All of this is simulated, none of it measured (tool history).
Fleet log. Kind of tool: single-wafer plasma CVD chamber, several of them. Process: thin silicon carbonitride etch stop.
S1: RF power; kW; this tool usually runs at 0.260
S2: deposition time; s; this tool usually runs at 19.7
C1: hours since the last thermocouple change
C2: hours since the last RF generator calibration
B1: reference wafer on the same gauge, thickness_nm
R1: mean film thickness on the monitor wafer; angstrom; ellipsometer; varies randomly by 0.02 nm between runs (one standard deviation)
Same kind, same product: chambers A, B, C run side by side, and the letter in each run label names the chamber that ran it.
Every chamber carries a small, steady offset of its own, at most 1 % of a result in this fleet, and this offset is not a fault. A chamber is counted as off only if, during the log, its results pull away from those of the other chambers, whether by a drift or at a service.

| run | hour | S1 | S2 | C1 | C2 | B1 | R1 |
|---|---|---|---|---|---|---|---|
| 1A | 9.6 | 0.260 | 19.7 | 800.1 | 735.8 | 12.603 | 122.240 |
| 2B | 23.3 | 0.260 | 19.7 | 114.3 | 945.9 | 12.604 | 121.300 |
| 3C | 32.1 | 0.260 | 19.7 | 1375.5 | 2291.6 | 12.610 | 122.320 |
| 4A | 43.8 | 0.260 | 19.7 | 834.3 | 770.0 | 12.609 | 122.250 |
| 5B | 53.9 | 0.240 | 17.5 | 144.9 | 976.5 | 12.614 | 105.040 |
| 6C | 64.8 | 0.240 | 17.5 | 1408.2 | 2324.3 | 12.610 | 106.320 |
| 7A | 77.9 | 0.240 | 17.5 | 868.4 | 804.1 | 12.613 | 106.000 |
| 8C | 91.3 | 0.260 | 16.8 | 1434.7 | 2350.8 | 12.620 | 104.280 |
| 9B | 99.8 | 0.260 | 16.8 | 190.8 | 1022.4 | 12.625 | 103.420 |
| 10C | 112.5 | 0.260 | 16.8 | 1455.9 | 2372.0 | 12.620 | 104.600 |
| 11B | 125.4 | 0.260 | 19.7 | 216.4 | 1048.0 | 12.631 | 121.160 |
| 12A | 138.1 | 0.260 | 23.3 | 928.6 | 864.3 | 12.628 | 144.830 |
| 13C | 144.6 | 0.260 | 23.3 | 1488.0 | 2404.1 | 12.632 | 145.130 |
| 14B | 155.1 | 0.260 | 23.3 | 246.1 | 1077.7 | 12.633 | 143.310 |
| 15A | 165.8 | 0.260 | 19.7 | 956.3 | 892.0 | 12.636 | 122.410 |
| 16B | 174.4 | 0.260 | 19.7 | 265.4 | 1097.0 | 12.641 | 121.410 |
| 17A | 186.7 | 0.260 | 19.7 | 977.2 | 912.9 | 12.646 | 122.730 |
| 18C | 193.3 | 0.260 | 19.7 | 1536.7 | 2452.8 | 12.643 | 122.840 |
| 19B | 207.7 | 0.230 | 16.3 | 298.7 | 1130.3 | 12.645 | 96.811 |
| 20C | 221.9 | 0.230 | 16.3 | 1565.3 | 2481.4 | 12.655 | 97.905 |
| 21A | 233.8 | 0.230 | 16.3 | 1024.3 | 960.0 | 12.648 | 97.702 |
| 22A | 247.8 | 0.295 | 16.5 | 1038.3 | 974.0 | 12.654 | 106.930 |
| 23C | 262.9 | 0.295 | 16.5 | 1606.3 | 2522.4 | 12.652 | 107.040 |
| 24B | 275.0 | 0.295 | 16.5 | 366.0 | 1197.6 | 12.662 | 106.100 |
| 25A | 284.5 | 0.260 | 19.7 | 1075.0 | 1010.7 | 12.668 | 122.760 |
| 26C | 299.5 | 0.260 | 19.7 | 1642.9 | 2559.0 | 12.669 | 122.900 |
| 27B | 306.1 | 0.260 | 16.0 | 397.1 | 1228.7 | 12.675 | 98.870 |
| 28A | 320.3 | 0.260 | 16.0 | 1110.8 | 1046.5 | 12.671 | 100.020 |
| 29C | 327.9 | 0.260 | 16.0 | 1671.3 | 2587.4 | 12.675 | 99.909 |
| 30B | 342.3 | 0.260 | 19.7 | 433.3 | 1264.9 | 12.677 | 121.960 |
| 31A | 355.4 | 0.260 | 19.7 | 1145.9 | 1081.6 | 12.682 | 123.130 |
| 32B | 367.8 | 0.260 | 19.7 | 458.8 | 1290.4 | 12.680 | 121.700 |

Is one chamber out of step, is the gauge drifting, or do the chambers differ by no more than their own small offsets? For an off chamber, give its letter and the likeliest cause.

The shared gauge is drifting. All chambers look as if they move in step, but none is off.
Cause: gauge reads high (%) = 0.666.

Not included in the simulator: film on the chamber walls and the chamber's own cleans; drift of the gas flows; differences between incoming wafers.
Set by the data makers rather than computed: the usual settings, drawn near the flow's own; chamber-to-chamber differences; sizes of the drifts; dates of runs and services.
